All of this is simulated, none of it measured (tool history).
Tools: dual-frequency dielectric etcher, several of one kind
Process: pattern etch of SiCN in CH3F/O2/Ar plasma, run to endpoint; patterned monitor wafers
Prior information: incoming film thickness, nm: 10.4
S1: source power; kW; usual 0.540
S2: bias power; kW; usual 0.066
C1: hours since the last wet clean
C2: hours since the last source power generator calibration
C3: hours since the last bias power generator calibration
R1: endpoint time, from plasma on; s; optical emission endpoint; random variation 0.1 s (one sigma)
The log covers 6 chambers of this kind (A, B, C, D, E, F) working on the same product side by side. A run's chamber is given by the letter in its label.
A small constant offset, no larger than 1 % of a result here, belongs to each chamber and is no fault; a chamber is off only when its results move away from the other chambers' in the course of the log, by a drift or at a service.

run	day	S1	S2	C1	C2	C3	R1
# day 0.121: chamber B: wet clean of the chamber
1A	0.371	0.540	0.066	103.6	1263.0	494.1	25.677
2D	0.629	0.540	0.066	342.4	2854.1	984.5	25.615
3F	1.079	0.540	0.066	326.0	2783.0	4480.2	25.749
4B	1.496	0.540	0.066	33.1	2183.4	624.0	25.531
5E	1.858	0.540	0.066	348.3	2779.6	2976.8	25.610
6C	2.088	0.540	0.066	309.9	1789.0	698.2	25.575
7E	2.308	0.540	0.066	359.1	2790.4	2987.6	25.610
# day 2.621: chamber F: wet clean of the chamber
8F	2.667	0.540	0.066	1.1	2821.1	4518.3	25.621
9D	2.896	0.540	0.066	396.8	2908.5	1038.9	25.554
10C	3.321	0.540	0.066	339.5	1818.6	727.8	25.491
11B	3.688	0.540	0.066	85.7	2236.0	676.6	25.466
12A	4.067	0.540	0.066	192.3	1351.7	582.8	25.547
13A	4.525	0.540	0.066	203.3	1362.7	593.8	25.699
14D	4.750	0.540	0.066	441.3	2953.0	1083.4	25.559
# day 4.933: chamber D: wet clean of the chamber
15E	5.062	0.540	0.066	425.2	2856.5	3053.7	25.655
16F	5.325	0.540	0.066	64.9	2884.9	4582.1	25.767
17B	5.712	0.540	0.066	134.3	2284.6	725.2	25.599
18C	6.125	0.540	0.060	406.8	1885.9	795.1	26.237
19F	6.550	0.540	0.060	94.3	2914.3	4611.5	26.660
20A	6.829	0.540	0.060	258.6	1418.0	649.1	26.490
21C	7.054	0.540	0.060	429.1	1908.2	817.4	26.429
# day 7.138: chamber E: wet clean of the chamber
22D	7.350	0.540	0.060	58.1	3015.4	1145.8	26.532
# day 7.688: chamber E: bias power generator calibrated
23E	7.700	0.540	0.060	13.6	2919.8	0.3	26.445
24B	7.908	0.540	0.066	187.0	2337.3	777.9	25.407
# day 7.942: chamber F: bias power generator calibrated
25C	8.350	0.540	0.066	460.2	1939.3	848.5	25.527
26D	8.762	0.680	0.053	92.0	3049.3	1179.7	25.206
27E	9.117	0.680	0.053	47.6	2953.8	34.3	25.066
28F	9.512	0.680	0.053	165.4	2985.4	37.8	25.253
29A	9.804	0.680	0.053	330.0	1489.4	720.5	25.195
30B	10.188	0.680	0.053	241.7	2392.0	832.6	25.180
31A	10.396	0.680	0.053	344.2	1503.6	734.7	25.262
32D	10.600	0.540	0.066	136.1	3093.4	1223.8	25.801
33F	10.825	0.540	0.066	196.9	3016.9	69.3	25.576
34E	11.129	0.540	0.066	95.9	3002.1	82.6	25.579
35B	11.379	0.540	0.066	270.3	2420.6	861.2	25.391
36C	11.608	0.540	0.066	538.4	2017.5	926.7	25.460
# day 12.004: chamber C: wet clean of the chamber
37A	12.029	0.540	0.066	383.4	1542.8	773.9	25.666
38C	12.242	0.540	0.059	5.7	2032.7	941.9	26.287
39B	12.688	0.540	0.059	301.7	2452.0	892.6	26.522
40E	12.929	0.540	0.059	139.1	3045.3	125.8	26.754
41D	13.158	0.540	0.059	197.5	3154.8	1285.2	26.539
42F	13.525	0.540	0.059	261.7	3081.7	134.1	26.817
43A	13.825	0.540	0.059	426.5	1585.9	817.0	26.647
44B	14.112	0.540	0.077	335.9	2486.2	926.8	24.025

Each of the 6 chambers runs these same settings next. Fill in every chamber's results:
45A	14.442	0.540	0.066				?
45B	14.442	0.540	0.066				?
45C	14.442	0.540	0.066				?
45D	14.442	0.540	0.066				?
45E	14.442	0.540	0.066				?
45F	14.442	0.540	0.066				?

run	R1
45A	25.505
45B	25.656
45C	25.363
45D	25.643
45E	25.584
45F	25.643

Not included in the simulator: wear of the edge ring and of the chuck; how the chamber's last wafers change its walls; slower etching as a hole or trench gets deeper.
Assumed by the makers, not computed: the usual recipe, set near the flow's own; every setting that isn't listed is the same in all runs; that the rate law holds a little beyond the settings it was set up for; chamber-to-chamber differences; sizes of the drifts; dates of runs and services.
